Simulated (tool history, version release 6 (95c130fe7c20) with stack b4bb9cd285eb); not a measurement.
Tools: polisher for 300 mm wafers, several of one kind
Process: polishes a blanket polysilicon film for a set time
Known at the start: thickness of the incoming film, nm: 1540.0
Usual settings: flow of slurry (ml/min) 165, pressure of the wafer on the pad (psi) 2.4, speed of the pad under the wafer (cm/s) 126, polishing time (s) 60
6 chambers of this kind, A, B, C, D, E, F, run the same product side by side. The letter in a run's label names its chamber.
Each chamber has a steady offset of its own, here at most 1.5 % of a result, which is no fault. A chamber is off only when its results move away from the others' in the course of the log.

run	day	flow of slurry (ml/min)	pressure of the wafer on the pad (psi)	speed of the pad under the wafer (cm/s)	polishing time (s)	film removed (Å)
# day 0.392: chamber C: worn pad replaced by a new one
1B	0.521	165	2.4	126	60	4362.3
# day 0.742: chamber F: head pressure recalibrated
2D	0.829	165	2.4	126	60	4408.7
# day 0.958: chamber B: slurry nozzle cleaned
# day 1.033: chamber C: slurry nozzle cleaned
# day 1.183: chamber F: worn pad replaced by a new one
3A	1.2	165	2.4	126	60	4359.9
# day 1.238: chamber E: worn pad replaced by a new one
4F	1.488	165	2.4	126	60	4305.6
5C	1.992	165	2.9	156	60	6570.1
# day 2.304: chamber D: worn pad replaced by a new one
6E	2.396	165	2.9	156	60	6423
7F	2.879	165	2.9	156	60	6547.6
8C	3.221	165	2.9	156	60	6478.1
# day 3.558: chamber B: worn pad replaced by a new one
# day 3.592: chamber C: worn pad replaced by a new one
9B	3.625	165	2.9	156	60	6466
10A	4	165	2.9	156	60	6441.7
# day 4.333: chamber A: slurry nozzle cleaned
11E	4.45	165	2.4	126	60	4307.8
12D	4.792	165	2.4	126	60	4364.2
# day 4.929: chamber E: worn pad replaced by a new one
# day 5: chamber E: head pressure recalibrated
13A	5.129	165	2.4	126	60	4349.4
# day 5.429: chamber D: worn pad replaced by a new one
# day 5.529: chamber F: worn pad replaced by a new one
14C	5.625	165	2.4	126	60	4355
15B	6.038	165	2.4	126	60	4349.2
16D	6.471	165	2.4	126	60	4424
17F	6.858	165	2.4	126	60	4313.7
# day 7: chamber B: worn pad replaced by a new one
18E	7.317	165	2.4	126	60	4342.6
# day 7.492: chamber C: worn pad replaced by a new one
# day 7.554: chamber D: head pressure recalibrated
19F	7.85	165	2.4	126	60	4309.4
20C	8.354	165	2.4	126	60	4309
# day 8.4: chamber E: worn pad replaced by a new one
21A	8.612	165	2.4	126	60	4406.1
# day 8.938: chamber D: worn pad replaced by a new one
# day 8.979: chamber D: slurry nozzle cleaned
22E	9.071	165	1.7	126	60	3018.3
# day 9.25: chamber F: worn pad replaced by a new one
23D	9.562	165	1.7	126	60	3190
24B	10.138	165	1.7	126	60	3095.2
25D	10.5	165	1.7	126	60	3127.3
# day 10.671: chamber B: worn pad replaced by a new one
26F	10.808	165	1.7	126	60	3005.9
# day 10.962: chamber C: worn pad replaced by a new one
27B	11.35	165	1.7	126	60	3080.3
# day 11.438: chamber E: worn pad replaced by a new one
28E	11.858	165	2.4	126	60	4261.8
# day 12: chamber D: worn pad replaced by a new one
29C	12.25	165	2.4	126	60	4349.5
# day 12.458: chamber F: slurry nozzle cleaned
30A	12.779	165	2.4	126	60	4075.9
31B	13.312	165	2.4	156	50	4540.6
# day 13.508: chamber F: worn pad replaced by a new one
32C	13.796	165	2.4	156	50	4453.3
33D	14.121	165	2.4	156	50	4626
34A	14.442	165	2.4	156	50	4230.1
# day 14.583: chamber E: slurry nozzle cleaned
# day 14.6: chamber C: worn pad replaced by a new one
# day 14.638: chamber E: worn pad replaced by a new one
35F	14.725	165	2.4	156	50	4512.8
# day 14.958: chamber F: head pressure recalibrated
36E	15.154	165	2.4	156	50	4417
37D	15.579	165	2.4	126	60	4403.1
38C	16.054	165	2.4	126	60	4347.3
39F	16.558	165	2.4	126	60	4293
40E	16.925	165	2.4	126	60	4280.9
41A	17.417	165	2.4	126	60	3856.1

All 6 chambers run these settings next. Forecast each chamber's results:
42A	17.846	165	2.4	140	60	?
42B	17.846	165	2.4	140	60	?
42C	17.846	165	2.4	140	60	?
42D	17.846	165	2.4	140	60	?
42E	17.846	165	2.4	140	60	?
42F	17.846	165	2.4	140	60	?

run	film removed (Å)
42A	4267
42B	4808.2
42C	4824.5
42D	4838.5
42E	4709.6
42F	4862.5

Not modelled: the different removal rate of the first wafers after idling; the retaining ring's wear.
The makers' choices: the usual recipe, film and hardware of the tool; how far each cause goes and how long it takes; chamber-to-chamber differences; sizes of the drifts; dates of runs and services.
